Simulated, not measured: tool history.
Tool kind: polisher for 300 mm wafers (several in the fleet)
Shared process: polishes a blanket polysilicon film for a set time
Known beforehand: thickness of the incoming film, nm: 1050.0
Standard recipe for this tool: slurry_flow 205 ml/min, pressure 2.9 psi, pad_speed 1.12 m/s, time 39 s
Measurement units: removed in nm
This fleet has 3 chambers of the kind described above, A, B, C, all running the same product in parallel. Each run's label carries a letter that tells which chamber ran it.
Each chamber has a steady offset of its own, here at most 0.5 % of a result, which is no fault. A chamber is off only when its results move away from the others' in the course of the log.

| run | hour | slurry_flow | pressure | pad_speed | time | wafers polished on this pad | hours since the slurry nozzle was cleaned | hours since the head pressure was calibrated | removed |
|---|---|---|---|---|---|---|---|---|---|
|  | 4.3 | chamber A: slurry nozzle cleaned |
| 1C | 6.6 | 205 | 2.9 | 1.12 | 39 | 1252 | 386.9 | 137.6 | 325.14 |
|  | 8.8 | chamber C: worn pad replaced by a new one |
|  | 11.5 | chamber B: slurry nozzle cleaned |
|  | 15.1 | chamber A: worn pad replaced by a new one |
| 2B | 15.9 | 205 | 2.9 | 1.12 | 39 | 378 | 4.4 | 383.1 | 329.09 |
| 3A | 24.7 | 205 | 2.9 | 1.12 | 39 | 129 | 20.5 | 244.8 | 329.98 |
| 4C | 31.9 | 205 | 2.9 | 1.12 | 39 | 309 | 412.2 | 162.9 | 326.64 |
| 5A | 37.9 | 205 | 2.9 | 1.12 | 39 | 306 | 33.7 | 258.0 | 329.22 |
| 6B | 45.2 | 205 | 2.9 | 1.12 | 39 | 770 | 33.7 | 412.4 | 328.36 |
| 7A | 53.1 | 205 | 2.9 | 1.12 | 39 | 509 | 48.9 | 273.2 | 324.43 |
| 8B | 58.4 | 205 | 2.9 | 1.12 | 39 | 947 | 46.9 | 425.6 | 326.99 |
|  | 62.9 | chamber A: worn pad replaced by a new one |
| 9C | 63.3 | 205 | 2.9 | 0.80 | 39 | 729 | 443.6 | 194.3 | 234.32 |
| 10B | 70.1 | 205 | 2.9 | 0.80 | 39 | 1104 | 58.6 | 437.3 | 233.21 |
|  | 70.2 | chamber B: worn pad replaced by a new one |
| 11A | 74.4 | 205 | 2.9 | 0.80 | 39 | 154 | 70.2 | 294.5 | 231.73 |
| 12C | 81.0 | 205 | 2.9 | 1.12 | 39 | 966 | 461.3 | 212.0 | 324.55 |
|  | 86.5 | chamber C: worn pad replaced by a new one |
| 13C | 89.9 | 205 | 2.9 | 1.12 | 39 | 46 | 470.2 | 220.9 | 324.89 |
| 14B | 96.3 | 205 | 2.9 | 1.12 | 39 | 349 | 84.8 | 463.5 | 326.29 |
| 15A | 100.9 | 205 | 2.9 | 1.12 | 39 | 509 | 96.7 | 321.0 | 327.42 |
| 16B | 107.8 | 205 | 2.9 | 1.12 | 39 | 503 | 96.3 | 475.0 | 326.15 |
| 17A | 113.4 | 205 | 2.9 | 1.12 | 39 | 676 | 109.2 | 333.5 | 331.58 |
|  | 114.3 | chamber A: worn pad replaced by a new one |
| 18C | 122.6 | 205 | 2.9 | 1.12 | 39 | 484 | 502.9 | 253.6 | 323.67 |
| 19B | 129.7 | 205 | 2.9 | 1.12 | 39 | 796 | 118.2 | 496.9 | 327.91 |
| 20C | 136.6 | 205 | 2.9 | 1.40 | 33 | 671 | 516.9 | 267.6 | 341.57 |
|  | 139.1 | chamber B: worn pad replaced by a new one |
| 21A | 141.3 | 205 | 2.9 | 1.40 | 33 | 362 | 137.1 | 361.4 | 353.32 |
| 22B | 147.3 | 205 | 2.9 | 1.40 | 33 | 109 | 135.8 | 514.5 | 347.76 |
| 23C | 153.3 | 205 | 2.9 | 1.12 | 39 | 895 | 533.6 | 284.3 | 329.84 |
| 24A | 159.2 | 150 | 2.9 | 1.38 | 39 | 601 | 155.0 | 379.3 | 397.81 |
| 25A | 167.0 | 150 | 2.9 | 1.38 | 39 | 706 | 162.8 | 387.1 | 401.71 |
|  | 167.8 | chamber A: worn pad replaced by a new one |
|  | 169.1 | chamber C: worn pad replaced by a new one |
| 26C | 174.9 | 150 | 2.9 | 1.38 | 39 | 78 | 555.2 | 305.9 | 378.45 |
| 27B | 180.4 | 205 | 2.9 | 1.12 | 39 | 552 | 168.9 | 547.6 | 322.81 |
| 28B | 185.8 | 205 | 2.9 | 1.12 | 39 | 625 | 174.3 | 553.0 | 321.70 |
| 29A | 194.8 | 205 | 2.9 | 1.12 | 39 | 361 | 190.6 | 414.9 | 351.45 |
| 30C | 199.2 | 150 | 2.9 | 1.12 | 39 | 404 | 579.5 | 330.2 | 311.71 |
| 31A | 205.0 | 150 | 2.9 | 1.12 | 39 | 498 | 200.8 | 425.1 | 334.71 |
| 32C | 209.8 | 150 | 2.9 | 1.12 | 39 | 546 | 590.1 | 340.8 | 310.74 |
|  | 215.8 | chamber B: worn pad replaced by a new one |
| 33B | 216.2 | 205 | 2.9 | 1.12 | 39 | 5 | 204.7 | 583.4 | 318.22 |
|  | 223.0 | chamber A: worn pad replaced by a new one |
| 34B | 224.5 | 205 | 2.9 | 1.12 | 39 | 116 | 213.0 | 591.7 | 322.37 |
| 35A | 233.5 | 205 | 2.1 | 1.12 | 39 | 141 | 229.3 | 453.6 | 262.50 |

All 3 chambers run these settings next. Forecast each chamber's results:
| 36A | 240.4 | 205 | 2.9 | 1.12 | 39 |  |  |  | ? |
| 36B | 240.4 | 205 | 2.9 | 1.12 | 39 |  |  |  | ? |
| 36C | 240.4 | 205 | 2.9 | 1.12 | 39 |  |  |  | ? |

| run | removed |
|---|---|
| 36A | 359.43 |
| 36B | 320.20 |
| 36C | 324.13 |
